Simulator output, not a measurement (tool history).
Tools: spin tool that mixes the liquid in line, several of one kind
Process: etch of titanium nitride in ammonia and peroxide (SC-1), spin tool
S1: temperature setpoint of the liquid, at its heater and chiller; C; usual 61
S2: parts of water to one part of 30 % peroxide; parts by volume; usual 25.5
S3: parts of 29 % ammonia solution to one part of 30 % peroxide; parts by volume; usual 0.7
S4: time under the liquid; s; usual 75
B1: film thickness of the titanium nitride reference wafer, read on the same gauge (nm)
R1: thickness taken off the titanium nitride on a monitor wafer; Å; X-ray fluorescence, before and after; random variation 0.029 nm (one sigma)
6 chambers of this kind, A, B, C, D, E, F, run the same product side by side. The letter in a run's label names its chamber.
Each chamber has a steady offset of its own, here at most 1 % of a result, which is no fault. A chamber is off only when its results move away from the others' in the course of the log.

Run 1D, hour 3.5: usual settings; B1 110. Result: R1 62.982 Å.
Run 2A, hour 6.5: usual settings; B1 109.97. Result: R1 64.061 Å.
Run 3C, hour 8.4: usual settings; B1 110.02. Result: R1 63.108 Å.
Run 4B, hour 12.1: usual settings; B1 110. Result: R1 62.872 Å.
Run 5E, hour 14.1: usual settings; B1 110. Result: R1 63.703 Å.
Run 6F, hour 17.7: usual settings but S1 67.5 C, S2 37.5 parts by volume; B1 110. Result: R1 77.519 Å.
Run 7A, hour 20.3: usual settings but S1 67.5 C, S2 37.5 parts by volume; B1 109.99. Result: R1 77.235 Å.
Run 8D, hour 22.5: usual settings but S1 67.5 C, S2 37.5 parts by volume; B1 109.99. Result: R1 76.696 Å.
Run 9E, hour 26.2: usual settings but S1 67.5 C, S2 37.5 parts by volume; B1 110.02. Result: R1 77.073 Å.
Run 10C, hour 30.1: usual settings but S1 67.5 C, S2 37.5 parts by volume; B1 109.99. Result: R1 77.147 Å.
At hour 33: chamber A: heated supply line repaired.
Run 11F, hour 33.5: usual settings but S1 67.5 C, S2 37.5 parts by volume; B1 110. Result: R1 76.283 Å.
Run 12B, hour 35.5: usual settings; B1 110. Result: R1 62.978 Å.
At hour 36.5: chamber F: thermometer replaced.
Run 13D, hour 37.6: usual settings; B1 109.97. Result: R1 62.342 Å.
Run 14B, hour 42: usual settings; B1 109.99. Result: R1 62.608 Å.
Run 15C, hour 45: usual settings; B1 109.99. Result: R1 62.566 Å.
Run 16E, hour 48: usual settings; B1 109.97. Result: R1 62.879 Å.
Run 17F, hour 51.5: usual settings; B1 110. Result: R1 63.467 Å.
Run 18A, hour 54: usual settings but S2 34.5 parts by volume; B1 110. Result: R1 53.597 Å.
Run 19F, hour 56.6: usual settings but S2 34.5 parts by volume; B1 110.03. Result: R1 53.552 Å.
Run 20D, hour 59.5: usual settings but S2 34.5 parts by volume; B1 110. Result: R1 51.966 Å.
Run 21B, hour 62.6: usual settings but S2 34.5 parts by volume; B1 110.02. Result: R1 52.667 Å.
Run 22C, hour 66: usual settings but S2 34.5 parts by volume; B1 110. Result: R1 53.104 Å.
Run 23E, hour 70.1: usual settings but S2 34.5 parts by volume; B1 110. Result: R1 52.726 Å.
Run 24A, hour 74.3: usual settings; B1 110.02. Result: R1 63.822 Å.
Run 25A, hour 76.5: usual settings; B1 110.02. Result: R1 63.865 Å.
At hour 79.7: chamber B: thermometer replaced.
Run 26F, hour 80.8: usual settings; B1 110.02. Result: R1 63.518 Å.
Run 27E, hour 82.8: usual settings; B1 109.97. Result: R1 63.121 Å.
Run 28C, hour 87: usual settings; B1 110. Result: R1 63.018 Å.
Run 29B, hour 89.7: usual settings; B1 110.03. Result: R1 62.852 Å.
At hour 90.9: chamber E: new drum of ammonia solution connected.
Run 30D, hour 93.6: usual settings but S1 66.5 C, S2 18.5 parts by volume; B1 110.02. Result: R1 104.96 Å.
Run 31D, hour 96.6: usual settings but S1 66.5 C, S2 18.5 parts by volume; B1 110.02. Result: R1 104.31 Å.
Run 32C, hour 100.3: usual settings but S1 66.5 C, S2 18.5 parts by volume; B1 109.99. Result: R1 107.47 Å.
Run 33F, hour 104.7: usual settings but S1 66.5 C, S2 18.5 parts by volume; B1 109.98. Result: R1 108.39 Å.
Run 34B, hour 107: usual settings but S1 66.5 C, S2 18.5 parts by volume; B1 110.01. Result: R1 107.73 Å.
Run 35E, hour 109.5: usual settings but S1 66.5 C, S2 18.5 parts by volume; B1 110. Result: R1 107.23 Å.
Run 36A, hour 113.1: usual settings; B1 109.99. Result: R1 63.729 Å.
Run 37D, hour 116.2: usual settings; B1 109.99. Result: R1 61.008 Å.
Run 38B, hour 120.6: usual settings; B1 109.99. Result: R1 63.489 Å.
Run 39A, hour 124.8: usual settings; B1 109.99. Result: R1 63.251 Å.
Run 40E, hour 126.8: usual settings; B1 109.98. Result: R1 62.976 Å.
Run 41C, hour 130.1: usual settings; B1 109.99. Result: R1 63.402 Å.

Next, every chamber runs the same settings. What will each give?
Run 42A, hour 133.2: usual settings. Result: R1 ?.
Run 42B, hour 133.2: usual settings. Result: R1 ?.
Run 42C, hour 133.2: usual settings. Result: R1 ?.
Run 42D, hour 133.2: usual settings. Result: R1 ?.
Run 42E, hour 133.2: usual settings. Result: R1 ?.
Run 42F, hour 133.2: usual settings. Result: R1 ?.

run      R1
42A  63.885
42B  62.675
42C  62.526
42D  61.015
42E  63.142
42F  63.143

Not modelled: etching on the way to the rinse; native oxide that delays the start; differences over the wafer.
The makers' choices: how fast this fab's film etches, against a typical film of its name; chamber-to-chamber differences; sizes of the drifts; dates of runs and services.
